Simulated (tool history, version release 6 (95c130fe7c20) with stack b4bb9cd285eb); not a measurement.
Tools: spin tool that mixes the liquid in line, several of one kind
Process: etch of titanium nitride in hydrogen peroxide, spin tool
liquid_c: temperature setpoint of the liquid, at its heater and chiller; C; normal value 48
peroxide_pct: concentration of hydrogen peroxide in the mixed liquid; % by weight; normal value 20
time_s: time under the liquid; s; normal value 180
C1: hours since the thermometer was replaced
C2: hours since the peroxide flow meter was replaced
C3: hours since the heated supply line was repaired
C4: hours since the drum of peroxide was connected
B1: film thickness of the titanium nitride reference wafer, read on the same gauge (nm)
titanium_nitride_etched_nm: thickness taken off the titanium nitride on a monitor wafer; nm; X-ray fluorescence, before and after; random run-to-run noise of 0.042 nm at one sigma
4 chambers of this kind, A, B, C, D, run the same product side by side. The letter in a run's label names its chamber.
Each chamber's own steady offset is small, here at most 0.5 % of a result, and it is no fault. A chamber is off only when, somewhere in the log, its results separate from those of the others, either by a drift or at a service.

Run 1A, hour 4.6: usual settings; C1 300.5; C2 352.3; C3 1845.2; C4 617.1; B1 70.016. Result: titanium_nitride_etched_nm 4.5789 nm.
Run 2D, hour 7.2: usual settings; C1 166.2; C2 736; C3 1957.8; C4 509.3; B1 70.029. Result: titanium_nitride_etched_nm 4.5489 nm.
Run 3C, hour 10.2: usual settings; C1 1141; C2 380.6; C3 643.3; C4 236.2; B1 69.979. Result: titanium_nitride_etched_nm 4.5844 nm.
Run 4B, hour 12.6: usual settings; C1 599.4; C2 541.1; C3 700.3; C4 1119; B1 69.976. Result: titanium_nitride_etched_nm 4.5759 nm.
Run 5C, hour 15.8: usual settings; C1 1146.6; C2 386.2; C3 648.9; C4 241.8; B1 69.988. Result: titanium_nitride_etched_nm 4.5645 nm.
Run 6B, hour 20.1: usual settings; C1 606.9; C2 548.6; C3 707.8; C4 1126.5; B1 69.976. Result: titanium_nitride_etched_nm 4.5918 nm.
Run 7A, hour 24.1: usual settings; C1 320; C2 371.8; C3 1864.7; C4 636.6; B1 70.026. Result: titanium_nitride_etched_nm 4.53 nm.
Run 8D, hour 26.5: usual settings but liquid_c 53.5 C, time_s 235 s; C1 185.5; C2 755.3; C3 1977.1; C4 528.6; B1 70.001. Result: titanium_nitride_etched_nm 8.7818 nm.
Run 9D, hour 31.1: usual settings but liquid_c 53.5 C, time_s 235 s; C1 190.1; C2 759.9; C3 1981.7; C4 533.2; B1 70.024. Result: titanium_nitride_etched_nm 8.7445 nm.
Run 10C, hour 35.6: usual settings but liquid_c 53.5 C, time_s 235 s; C1 1166.4; C2 406; C3 668.7; C4 261.6; B1 69.983. Result: titanium_nitride_etched_nm 8.7979 nm.
Run 11A, hour 40.3: usual settings but liquid_c 53.5 C, time_s 235 s; C1 336.2; C2 388; C3 1880.9; C4 652.8; B1 69.973. Result: titanium_nitride_etched_nm 8.9809 nm.
Run 12B, hour 43: usual settings; C1 629.8; C2 571.5; C3 730.7; C4 1149.4; B1 70.031. Result: titanium_nitride_etched_nm 4.5704 nm.
Run 13B, hour 46.5: usual settings; C1 633.3; C2 575; C3 734.2; C4 1152.9; B1 70.004. Result: titanium_nitride_etched_nm 4.6111 nm.
Run 14A, hour 50.5: usual settings; C1 346.4; C2 398.2; C3 1891.1; C4 663; B1 69.955. Result: titanium_nitride_etched_nm 4.5784 nm.
At hour 52.7: chamber B: thermometer replaced.
Run 15D, hour 54.2: usual settings; C1 213.2; C2 783; C3 2004.8; C4 556.3; B1 69.989. Result: titanium_nitride_etched_nm 4.5917 nm.
Run 16C, hour 56.9: usual settings; C1 1187.7; C2 427.3; C3 690; C4 282.9; B1 69.999. Result: titanium_nitride_etched_nm 4.5295 nm.
Run 17C, hour 60.5: usual settings; C1 1191.3; C2 430.9; C3 693.6; C4 286.5; B1 69.992. Result: titanium_nitride_etched_nm 4.627 nm.
Run 18B, hour 62.9: usual settings; C1 10.2; C2 591.4; C3 750.6; C4 1169.3; B1 69.965. Result: titanium_nitride_etched_nm 4.6832 nm.
Run 19D, hour 65.5: usual settings; C1 224.5; C2 794.3; C3 2016.1; C4 567.6; B1 70.059. Result: titanium_nitride_etched_nm 4.553 nm.
Run 20A, hour 69.2: usual settings but liquid_c 45 C, peroxide_pct 16.5 % by weight; C1 365.1; C2 416.9; C3 1909.8; C4 681.7; B1 70.017. Result: titanium_nitride_etched_nm 3.5031 nm.
Run 21D, hour 72.1: usual settings but liquid_c 45 C, peroxide_pct 16.5 % by weight; C1 231.1; C2 800.9; C3 2022.7; C4 574.2; B1 70.034. Result: titanium_nitride_etched_nm 3.5176 nm.
At hour 73: chamber C: heated supply line repaired.
Run 22A, hour 74.6: usual settings but liquid_c 45 C, peroxide_pct 16.5 % by weight; C1 370.5; C2 422.3; C3 1915.2; C4 687.1; B1 70.049. Result: titanium_nitride_etched_nm 3.5126 nm.
Run 23C, hour 77.5: usual settings but liquid_c 45 C, peroxide_pct 16.5 % by weight; C1 1208.3; C2 447.9; C3 4.5; C4 303.5; B1 69.967. Result: titanium_nitride_etched_nm 3.5565 nm.
Run 24B, hour 81.2: usual settings; C1 28.5; C2 609.7; C3 768.9; C4 1187.6; B1 70.018. Result: titanium_nitride_etched_nm 4.6209 nm.
Run 25A, hour 83.6: usual settings; C1 379.5; C2 431.3; C3 1924.2; C4 696.1; B1 69.992. Result: titanium_nitride_etched_nm 4.4978 nm.
Run 26C, hour 88.1: usual settings; C1 1218.9; C2 458.5; C3 15.1; C4 314.1; B1 70.021. Result: titanium_nitride_etched_nm 4.6575 nm.
Run 27B, hour 90.1: usual settings; C1 37.4; C2 618.6; C3 777.8; C4 1196.5; B1 70.017. Result: titanium_nitride_etched_nm 4.5932 nm.
Run 28D, hour 94.6: usual settings but liquid_c 39 C; C1 253.6; C2 823.4; C3 2045.2; C4 596.7; B1 69.977. Result: titanium_nitride_etched_nm 2.3209 nm.
Run 29B, hour 98.8: usual settings but liquid_c 39 C; C1 46.1; C2 627.3; C3 786.5; C4 1205.2; B1 70. Result: titanium_nitride_etched_nm 2.3191 nm.
Run 30A, hour 101.1: usual settings but liquid_c 39 C; C1 397; C2 448.8; C3 1941.7; C4 713.6; B1 69.979. Result: titanium_nitride_etched_nm 2.3374 nm.
Run 31C, hour 103.6: usual settings but liquid_c 39 C; C1 1234.4; C2 474; C3 30.6; C4 329.6; B1 69.987. Result: titanium_nitride_etched_nm 2.3533 nm.
Run 32D, hour 105.9: usual settings; C1 264.9; C2 834.7; C3 2056.5; C4 608; B1 70.006. Result: titanium_nitride_etched_nm 4.5981 nm.
Run 33C, hour 109.7: usual settings; C1 1240.5; C2 480.1; C3 36.7; C4 335.7; B1 70.016. Result: titanium_nitride_etched_nm 4.5677 nm.
Run 34B, hour 111.9: usual settings; C1 59.2; C2 640.4; C3 799.6; C4 1218.3; B1 69.962. Result: titanium_nitride_etched_nm 4.5818 nm.
Run 35D, hour 115.6: usual settings; C1 274.6; C2 844.4; C3 2066.2; C4 617.7; B1 70.024. Result: titanium_nitride_etched_nm 4.523 nm.
At hour 116.1: chamber B: heated supply line repaired.
At hour 118: chamber A: heated supply line repaired.
Run 36A, hour 120.1: usual settings but liquid_c 38.5 C, peroxide_pct 17 % by weight; C1 416; C2 467.8; C3 2.2; C4 732.6; B1 70.009. Result: titanium_nitride_etched_nm 2.1263 nm.
Run 37A, hour 123.6: usual settings but liquid_c 38.5 C, peroxide_pct 17 % by weight; C1 419.5; C2 471.3; C3 5.7; C4 736.1; B1 69.972. Result: titanium_nitride_etched_nm 2.1218 nm.
Run 38C, hour 126.1: usual settings but liquid_c 38.5 C, peroxide_pct 17 % by weight; C1 1256.9; C2 496.5; C3 53.1; C4 352.1; B1 70. Result: titanium_nitride_etched_nm 2.1917 nm.
Run 39B, hour 129.1: usual settings but liquid_c 38.5 C, peroxide_pct 17 % by weight; C1 76.4; C2 657.6; C3 13.1; C4 1235.5; B1 69.984. Result: titanium_nitride_etched_nm 2.1398 nm.
Run 40D, hour 133.1: usual settings; C1 292.1; C2 861.9; C3 2083.7; C4 635.2; B1 69.979. Result: titanium_nitride_etched_nm 4.5021 nm.
Run 41A, hour 136.2: usual settings; C1 432.1; C2 483.9; C3 18.3; C4 748.7; B1 69.954. Result: titanium_nitride_etched_nm 4.5088 nm.
Run 42B, hour 139.6: usual settings; C1 86.9; C2 668.1; C3 23.6; C4 1246; B1 70.021. Result: titanium_nitride_etched_nm 4.6881 nm.

Has any chamber moved away from the others, gradually or after a service, or does the common gauge drift, or do the chambers differ only by their own small steady offsets? State the chamber and the most likely cause if one applies.

No chamber stands off beyond its own small offset, and the gauge holds steady.
